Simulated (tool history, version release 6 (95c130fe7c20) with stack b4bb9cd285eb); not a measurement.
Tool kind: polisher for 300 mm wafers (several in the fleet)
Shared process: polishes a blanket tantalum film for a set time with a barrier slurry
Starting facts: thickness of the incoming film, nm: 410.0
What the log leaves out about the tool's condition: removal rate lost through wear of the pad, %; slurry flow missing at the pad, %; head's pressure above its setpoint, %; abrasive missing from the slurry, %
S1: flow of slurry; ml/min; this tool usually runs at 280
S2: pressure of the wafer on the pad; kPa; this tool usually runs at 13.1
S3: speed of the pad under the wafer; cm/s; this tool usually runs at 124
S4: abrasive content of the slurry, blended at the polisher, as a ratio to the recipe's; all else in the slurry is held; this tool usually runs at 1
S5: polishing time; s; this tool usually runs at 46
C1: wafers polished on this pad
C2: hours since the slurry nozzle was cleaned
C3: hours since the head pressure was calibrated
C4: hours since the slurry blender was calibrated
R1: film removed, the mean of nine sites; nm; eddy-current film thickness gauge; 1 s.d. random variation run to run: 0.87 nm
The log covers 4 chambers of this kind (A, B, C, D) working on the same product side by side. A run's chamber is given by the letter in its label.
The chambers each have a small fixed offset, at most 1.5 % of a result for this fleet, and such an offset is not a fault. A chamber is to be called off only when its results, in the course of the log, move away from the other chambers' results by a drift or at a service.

run	hour	S1	S2	S3	S4	S5	C1	C2	C3	C4	R1
# hour 0.9: chamber C: worn pad replaced by a new one
1A	3.6	280	13.1	124	1	46	294	745.1	26.4	105.8	80.332
2D	9.1	280	13.1	124	1	46	176	395.9	263.8	268.9	78.103
3B	14.8	280	13.1	124	1	46	653	345.3	442.2	111.7	81.508
4C	20.2	280	13.1	124	1	46	324	184.7	1124.8	81.4	79.921
5B	24.2	280	13.1	124	1	46	810	354.7	451.6	121.1	80.722
6D	29.6	280	13.1	124	1	46	520	416.4	284.3	289.4	77.327
# hour 34.6: chamber C: slurry blender recalibrated
7C	34.9	280	13.1	124	1	46	571	199.4	1139.5	0.3	80.678
# hour 39.1: chamber A: worn pad replaced by a new one
8A	40.3	280	13.1	124	1	46	20	781.8	63.1	142.5	78.769
# hour 42.4: chamber D: worn pad replaced by a new one
9C	43.2	355	13.1	156	1	46	710	207.7	1147.8	8.6	104.800
10B	46.5	355	13.1	156	1	46	1185	377.0	473.9	143.4	103.020
# hour 49.6: chamber B: worn pad replaced by a new one
11A	50.3	355	13.1	156	1	46	188	791.8	73.1	152.5	104.530
12D	54.3	355	13.1	156	1	46	200	441.1	309.0	314.1	102.040
13D	58.1	280	13.1	124	1	46	264	444.9	312.8	317.9	80.882
14C	62.0	280	13.1	124	1	46	1026	226.5	1166.6	27.4	79.117
# hour 64.7: chamber C: slurry nozzle cleaned
15B	65.2	280	13.1	124	1	46	262	395.7	492.6	162.1	81.022
# hour 68.9: chamber A: slurry blender recalibrated
16A	68.9	280	13.1	124	1	46	500	810.4	91.7	0.1	80.380
# hour 69.1: chamber C: worn pad replaced by a new one
17C	74.6	280	13.1	124	1	46	92	10.0	1179.2	40.0	80.345
# hour 75.6: chamber A: slurry nozzle cleaned
# hour 77.3: chamber D: worn pad replaced by a new one
18A	78.0	280	13.1	124	1	46	652	2.5	100.8	9.2	82.503
# hour 78.2: chamber B: slurry nozzle cleaned
19D	81.0	280	13.1	124	1	37	62	467.8	335.7	340.8	64.420
20B	86.9	280	13.1	124	1	37	626	8.7	514.3	183.8	63.061
21C	90.5	280	13.1	124	1	37	359	25.9	1195.1	55.9	64.147
22A	93.4	280	13.1	124	1	37	911	17.9	116.2	24.6	65.548
# hour 94.2: chamber A: worn pad replaced by a new one
23B	98.3	280	13.1	124	1	46	817	20.1	525.7	195.2	78.791
24D	102.1	280	13.1	124	1	46	416	488.9	356.8	361.9	78.882
25C	105.6	280	13.1	124	1	46	612	41.0	1210.2	71.0	80.243
26A	108.2	280	13.1	124	1	46	235	32.7	131.0	39.4	80.171
27D	112.8	280	13.1	124	1	46	595	499.6	367.5	372.6	80.458
# hour 115.2: chamber C: head pressure recalibrated
28B	116.0	280	13.1	124	1	46	1114	37.8	543.4	212.9	76.797
29B	119.6	280	13.1	124	1	46	1174	41.4	547.0	216.5	77.766
# hour 120.9: chamber D: worn pad replaced by a new one
# hour 122.5: chamber B: worn pad replaced by a new one
30D	124.5	315	13.1	142	1	46	60	511.3	379.2	384.3	91.344
31A	127.6	315	13.1	142	1	46	560	52.1	150.4	58.8	94.047
32C	131.5	315	13.1	142	1	46	1047	66.9	16.3	96.9	92.888
33A	134.9	315	13.1	142	1	46	683	59.4	157.7	66.1	93.291
# hour 138.3: chamber C: worn pad replaced by a new one
34C	140.5	280	13.1	124	1	46	37	75.9	25.3	105.9	80.086
35B	144.8	280	13.1	124	1	46	375	66.6	572.2	241.7	76.535

Predict what each chamber gives when all 4 of them run the settings below next.
36A	149.1	280	13.1	124	1	46					?
36B	149.1	280	13.1	124	1	46					?
36C	149.1	280	13.1	124	1	46					?
36D	149.1	280	13.1	124	1	46					?

run	R1
36A	80.563
36B	76.722
36C	79.923
36D	79.348
